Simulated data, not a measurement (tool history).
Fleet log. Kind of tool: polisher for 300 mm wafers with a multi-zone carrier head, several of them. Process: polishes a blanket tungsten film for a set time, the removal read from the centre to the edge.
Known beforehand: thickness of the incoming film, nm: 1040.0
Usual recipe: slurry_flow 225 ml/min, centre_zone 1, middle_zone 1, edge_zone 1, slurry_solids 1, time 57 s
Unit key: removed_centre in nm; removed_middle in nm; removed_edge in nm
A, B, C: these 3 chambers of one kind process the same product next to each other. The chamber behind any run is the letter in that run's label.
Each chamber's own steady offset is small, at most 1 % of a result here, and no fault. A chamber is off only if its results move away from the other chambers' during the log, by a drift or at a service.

-- hour=0.4 chamber A: edge zone pressure recalibrated
run 1A hour=6.7 | slurry_flow=225 centre_zone=1 middle_zone=1 edge_zone=1 slurry_solids=1 time=57 | removed_centre=290.8 removed_middle=284.78 removed_edge=292.47
-- hour=6.9 chamber C: worn pad replaced by a new one
run 2B hour=14.6 | slurry_flow=225 centre_zone=1 middle_zone=1 edge_zone=1 slurry_solids=1 time=57 | removed_centre=285.49 removed_middle=284.97 removed_edge=289.17
-- hour=15.7 chamber B: centre zone pressure recalibrated
-- hour=20.2 chamber B: worn pad replaced by a new one
run 3C hour=20.2 | slurry_flow=225 centre_zone=1 middle_zone=1 edge_zone=1 slurry_solids=1 time=57 | removed_centre=286.98 removed_middle=288.8 removed_edge=290.21
run 4C hour=25.9 | slurry_flow=225 centre_zone=1 middle_zone=1 edge_zone=1 slurry_solids=1 time=57 | removed_centre=284.91 removed_middle=286.8 removed_edge=286.16
run 5A hour=29.8 | slurry_flow=225 centre_zone=1 middle_zone=1 edge_zone=1 slurry_solids=1 time=57 | removed_centre=292.05 removed_middle=285.95 removed_edge=289.61
run 6B hour=34.8 | slurry_flow=225 centre_zone=1 middle_zone=1 edge_zone=1 slurry_solids=1 time=57 | removed_centre=286.08 removed_middle=282.83 removed_edge=289.83
run 7B hour=42.8 | slurry_flow=225 centre_zone=1 middle_zone=1 edge_zone=1 slurry_solids=1 time=57 | removed_centre=292.01 removed_middle=283.74 removed_edge=287.42
run 8C hour=49.5 | slurry_flow=225 centre_zone=1 middle_zone=1 edge_zone=1 slurry_solids=1 time=57 | removed_centre=290.83 removed_middle=288.25 removed_edge=286.23
-- hour=50.1 chamber C: worn pad replaced by a new one
-- hour=54 chamber A: worn pad replaced by a new one
run 9A hour=54.3 | slurry_flow=225 centre_zone=1 middle_zone=1 edge_zone=1 slurry_solids=1 time=57 | removed_centre=287.1 removed_middle=287.05 removed_edge=290.59
run 10C hour=61.4 | slurry_flow=225 centre_zone=1 middle_zone=1 edge_zone=1 slurry_solids=1 time=57 | removed_centre=289.46 removed_middle=285.64 removed_edge=290.74
run 11B hour=70 | slurry_flow=225 centre_zone=1 middle_zone=1 edge_zone=1 slurry_solids=1 time=57 | removed_centre=283.62 removed_middle=285.16 removed_edge=286.35
run 12A hour=74.9 | slurry_flow=225 centre_zone=1 middle_zone=1 edge_zone=1 slurry_solids=1 time=57 | removed_centre=288.86 removed_middle=285.08 removed_edge=289.78
-- hour=78.6 chamber C: slurry nozzle cleaned
-- hour=78.7 chamber B: edge zone pressure recalibrated
run 13A hour=83.1 | slurry_flow=225 centre_zone=1 middle_zone=1 edge_zone=1 slurry_solids=1 time=57 | removed_centre=291.58 removed_middle=284.9 removed_edge=288.88
-- hour=84.4 chamber B: worn pad replaced by a new one
run 14B hour=87.1 | slurry_flow=225 centre_zone=1 middle_zone=1 edge_zone=0.91 slurry_solids=0.8 time=57 | removed_centre=274.3 removed_middle=271.08 removed_edge=262.92
run 15C hour=93.6 | slurry_flow=225 centre_zone=1 middle_zone=1 edge_zone=0.91 slurry_solids=0.8 time=57 | removed_centre=271.95 removed_middle=274.26 removed_edge=263.01
run 16C hour=100.2 | slurry_flow=225 centre_zone=1 middle_zone=1 edge_zone=0.91 slurry_solids=0.8 time=57 | removed_centre=271.86 removed_middle=273.62 removed_edge=262.69
-- hour=100.3 chamber C: worn pad replaced by a new one
run 17A hour=105.7 | slurry_flow=225 centre_zone=1 middle_zone=1 edge_zone=1 slurry_solids=1 time=57 | removed_centre=289.06 removed_middle=286.22 removed_edge=291.7
run 18B hour=110.9 | slurry_flow=225 centre_zone=1 middle_zone=1 edge_zone=1 slurry_solids=1 time=57 | removed_centre=289.87 removed_middle=285.12 removed_edge=287.64
run 19A hour=115.9 | slurry_flow=225 centre_zone=1 middle_zone=1 edge_zone=1 slurry_solids=1 time=57 | removed_centre=292.55 removed_middle=288.56 removed_edge=290.29
-- hour=117 chamber A: worn pad replaced by a new one
run 20B hour=119.9 | slurry_flow=225 centre_zone=1 middle_zone=1 edge_zone=1 slurry_solids=1 time=57 | removed_centre=288.26 removed_middle=285.05 removed_edge=283.06
run 21C hour=126.9 | slurry_flow=225 centre_zone=1 middle_zone=1 edge_zone=0.93 slurry_solids=0.7 time=57 | removed_centre=265.88 removed_middle=261.37 removed_edge=257.6
run 22B hour=135.5 | slurry_flow=225 centre_zone=1 middle_zone=1 edge_zone=0.93 slurry_solids=0.7 time=57 | removed_centre=263.95 removed_middle=263.21 removed_edge=256.28
-- hour=142.3 chamber C: worn pad replaced by a new one
run 23C hour=143.7 | slurry_flow=225 centre_zone=1 middle_zone=1 edge_zone=0.93 slurry_solids=0.7 time=57 | removed_centre=268.06 removed_middle=268.56 removed_edge=257.15
-- hour=146.8 chamber B: worn pad replaced by a new one
run 24A hour=149.6 | slurry_flow=225 centre_zone=1 middle_zone=1 edge_zone=1 slurry_solids=1 time=57 | removed_centre=288.44 removed_middle=282.87 removed_edge=288.15
run 25A hour=155.3 | slurry_flow=225 centre_zone=1 middle_zone=1 edge_zone=1 slurry_solids=1 time=57 | removed_centre=290.85 removed_middle=289.01 removed_edge=288.55
run 26B hour=162.7 | slurry_flow=225 centre_zone=1 middle_zone=1 edge_zone=1 slurry_solids=1 time=57 | removed_centre=286 removed_middle=288.22 removed_edge=287.38
run 27C hour=169.2 | slurry_flow=225 centre_zone=1 middle_zone=1 edge_zone=1 slurry_solids=1 time=57 | removed_centre=292.64 removed_middle=288.74 removed_edge=287.89
-- hour=171.4 chamber A: worn pad replaced by a new one
run 28B hour=176.6 | slurry_flow=225 centre_zone=1 middle_zone=1 edge_zone=1 slurry_solids=1 time=57 | removed_centre=288.34 removed_middle=285.69 removed_edge=285.59
-- hour=183.4 chamber C: worn pad replaced by a new one
run 29C hour=183.9 | slurry_flow=225 centre_zone=1 middle_zone=1 edge_zone=1 slurry_solids=1 time=57 | removed_centre=285.42 removed_middle=290.19 removed_edge=287.43
-- hour=187.2 chamber C: edge zone pressure recalibrated
run 30A hour=188.2 | slurry_flow=225 centre_zone=1 middle_zone=1 edge_zone=0.94 slurry_solids=1 time=72 | removed_centre=360.24 removed_middle=365.94 removed_edge=355.4
run 31B hour=193.2 | slurry_flow=225 centre_zone=1 middle_zone=1 edge_zone=0.94 slurry_solids=1 time=72 | removed_centre=361.6 removed_middle=359.39 removed_edge=352.04
run 32C hour=200.1 | slurry_flow=225 centre_zone=1 middle_zone=1 edge_zone=0.94 slurry_solids=1 time=72 | removed_centre=364.4 removed_middle=370.37 removed_edge=352.96
run 33A hour=207.1 | slurry_flow=225 centre_zone=1 middle_zone=1 edge_zone=1 slurry_solids=1 time=57 | removed_centre=289.15 removed_middle=286.72 removed_edge=289.92

All chambers now run identical settings, listed one chamber a line with results as question marks. What results will each chamber show?
run 34A hour=213.2 | slurry_flow=225 centre_zone=0.9 middle_zone=1 edge_zone=1 slurry_solids=1 time=57 | removed_centre=? removed_middle=? removed_edge=?
run 34B hour=213.2 | slurry_flow=225 centre_zone=0.9 middle_zone=1 edge_zone=1 slurry_solids=1 time=57 | removed_centre=? removed_middle=? removed_edge=?
run 34C hour=213.2 | slurry_flow=225 centre_zone=0.9 middle_zone=1 edge_zone=1 slurry_solids=1 time=57 | removed_centre=? removed_middle=? removed_edge=?

run=34A removed_centre=257.73 removed_middle=290.02 removed_edge=292.72
run=34B removed_centre=252.9 removed_middle=281.5 removed_edge=285.48
run=34C removed_centre=263.77 removed_middle=292.49 removed_edge=286.06
